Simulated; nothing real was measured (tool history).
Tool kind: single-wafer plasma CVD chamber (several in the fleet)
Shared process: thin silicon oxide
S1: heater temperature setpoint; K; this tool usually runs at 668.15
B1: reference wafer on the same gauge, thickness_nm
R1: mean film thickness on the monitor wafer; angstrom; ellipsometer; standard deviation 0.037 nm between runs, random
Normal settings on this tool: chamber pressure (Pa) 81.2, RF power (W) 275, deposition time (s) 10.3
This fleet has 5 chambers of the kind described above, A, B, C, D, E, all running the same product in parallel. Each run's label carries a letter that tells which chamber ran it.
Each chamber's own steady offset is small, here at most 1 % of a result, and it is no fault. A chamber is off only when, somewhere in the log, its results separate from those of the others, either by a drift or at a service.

run 1B hour=8.4 | S1=668.15 chamber_pressure_(Pa)=81.2 RF_power_(W)=275 deposition_time_(s)=10.3 | B1=11.103 | R1=139.87
run 2A hour=14 | S1=668.15 chamber_pressure_(Pa)=81.2 RF_power_(W)=275 deposition_time_(s)=10.3 | B1=11.096 | R1=138.14
-- hour=20 chamber E: capacitance manometer re-zeroed and calibrated
run 3D hour=20.5 | S1=668.15 chamber_pressure_(Pa)=81.2 RF_power_(W)=275 deposition_time_(s)=10.3 | B1=11.092 | R1=138.86
run 4E hour=29.2 | S1=668.15 chamber_pressure_(Pa)=81.2 RF_power_(W)=275 deposition_time_(s)=10.3 | B1=11.102 | R1=139.2
run 5C hour=38.9 | S1=668.15 chamber_pressure_(Pa)=81.2 RF_power_(W)=275 deposition_time_(s)=10.3 | B1=11.104 | R1=137.79
run 6B hour=45 | S1=682.15 chamber_pressure_(Pa)=81.2 RF_power_(W)=275 deposition_time_(s)=10.3 | B1=11.094 | R1=138.05
run 7A hour=55 | S1=682.15 chamber_pressure_(Pa)=81.2 RF_power_(W)=275 deposition_time_(s)=10.3 | B1=11.101 | R1=137.81
run 8D hour=61.7 | S1=682.15 chamber_pressure_(Pa)=81.2 RF_power_(W)=275 deposition_time_(s)=10.3 | B1=11.103 | R1=137.66
run 9E hour=72.5 | S1=682.15 chamber_pressure_(Pa)=81.2 RF_power_(W)=275 deposition_time_(s)=10.3 | B1=11.108 | R1=137.42
run 10C hour=81.2 | S1=682.15 chamber_pressure_(Pa)=81.2 RF_power_(W)=275 deposition_time_(s)=10.3 | B1=11.106 | R1=136.07
run 11D hour=89.9 | S1=668.15 chamber_pressure_(Pa)=81.2 RF_power_(W)=275 deposition_time_(s)=10.3 | B1=11.102 | R1=138.86
run 12E hour=95.4 | S1=668.15 chamber_pressure_(Pa)=81.2 RF_power_(W)=275 deposition_time_(s)=10.3 | B1=11.097 | R1=139.01
run 13B hour=101.6 | S1=668.15 chamber_pressure_(Pa)=62.7 RF_power_(W)=300 deposition_time_(s)=10.3 | B1=11.102 | R1=109.33
run 14C hour=107.7 | S1=668.15 chamber_pressure_(Pa)=62.7 RF_power_(W)=300 deposition_time_(s)=10.3 | B1=11.106 | R1=106.79
-- hour=111.1 chamber B: RF generator calibrated
run 15A hour=118.5 | S1=668.15 chamber_pressure_(Pa)=62.7 RF_power_(W)=300 deposition_time_(s)=10.3 | B1=11.093 | R1=106.28
run 16D hour=126.5 | S1=668.15 chamber_pressure_(Pa)=62.7 RF_power_(W)=300 deposition_time_(s)=10.3 | B1=11.096 | R1=107.52
-- hour=126.6 chamber D: capacitance manometer re-zeroed and calibrated
-- hour=128.4 chamber C: capacitance manometer re-zeroed and calibrated
run 17A hour=138.3 | S1=668.15 chamber_pressure_(Pa)=62.7 RF_power_(W)=300 deposition_time_(s)=10.3 | B1=11.1 | R1=107.48
run 18B hour=146.8 | S1=668.15 chamber_pressure_(Pa)=81.2 RF_power_(W)=275 deposition_time_(s)=10.3 | B1=11.106 | R1=138.74
run 19E hour=152.1 | S1=668.15 chamber_pressure_(Pa)=81.2 RF_power_(W)=275 deposition_time_(s)=10.3 | B1=11.101 | R1=139.15
-- hour=156.8 chamber B: capacitance manometer re-zeroed and calibrated
run 20C hour=164 | S1=668.15 chamber_pressure_(Pa)=81.2 RF_power_(W)=275 deposition_time_(s)=10.3 | B1=11.102 | R1=140.84
run 21B hour=175.3 | S1=668.15 chamber_pressure_(Pa)=81.2 RF_power_(W)=275 deposition_time_(s)=10.3 | B1=11.105 | R1=139.2
run 22D hour=182 | S1=668.15 chamber_pressure_(Pa)=81.2 RF_power_(W)=275 deposition_time_(s)=10.3 | B1=11.1 | R1=139.2
run 23C hour=187.7 | S1=668.15 chamber_pressure_(Pa)=81.2 RF_power_(W)=275 deposition_time_(s)=10.3 | B1=11.093 | R1=141.24
run 24A hour=194.4 | S1=668.15 chamber_pressure_(Pa)=81.2 RF_power_(W)=275 deposition_time_(s)=10.3 | B1=11.095 | R1=138.34
-- hour=195.4 chamber E: thermocouple changed; heater temperature recalibrated
run 25E hour=202.4 | S1=668.15 chamber_pressure_(Pa)=81.2 RF_power_(W)=275 deposition_time_(s)=10.3 | B1=11.093 | R1=139.24
run 26D hour=210 | S1=668.15 chamber_pressure_(Pa)=97.7 RF_power_(W)=275 deposition_time_(s)=10.3 | B1=11.096 | R1=169.1
run 27B hour=216.2 | S1=668.15 chamber_pressure_(Pa)=97.7 RF_power_(W)=275 deposition_time_(s)=10.3 | B1=11.101 | R1=168.93
run 28C hour=227.2 | S1=668.15 chamber_pressure_(Pa)=97.7 RF_power_(W)=275 deposition_time_(s)=10.3 | B1=11.108 | R1=172.07
run 29E hour=234.5 | S1=668.15 chamber_pressure_(Pa)=97.7 RF_power_(W)=275 deposition_time_(s)=10.3 | B1=11.1 | R1=169.19
run 30A hour=242.8 | S1=668.15 chamber_pressure_(Pa)=97.7 RF_power_(W)=275 deposition_time_(s)=10.3 | B1=11.106 | R1=169.26

All chambers now run identical settings, listed one chamber a line with results as question marks. What results will each chamber show?
run 31A hour=251.4 | S1=668.15 chamber_pressure_(Pa)=81.2 RF_power_(W)=275 deposition_time_(s)=9.5 | R1=?
run 31B hour=251.4 | S1=668.15 chamber_pressure_(Pa)=81.2 RF_power_(W)=275 deposition_time_(s)=9.5 | R1=?
run 31C hour=251.4 | S1=668.15 chamber_pressure_(Pa)=81.2 RF_power_(W)=275 deposition_time_(s)=9.5 | R1=?
run 31D hour=251.4 | S1=668.15 chamber_pressure_(Pa)=81.2 RF_power_(W)=275 deposition_time_(s)=9.5 | R1=?
run 31E hour=251.4 | S1=668.15 chamber_pressure_(Pa)=81.2 RF_power_(W)=275 deposition_time_(s)=9.5 | R1=?

run=31A R1=127.17
run=31B R1=127.87
run=31C R1=130.27
run=31D R1=128.21
run=31E R1=127.66
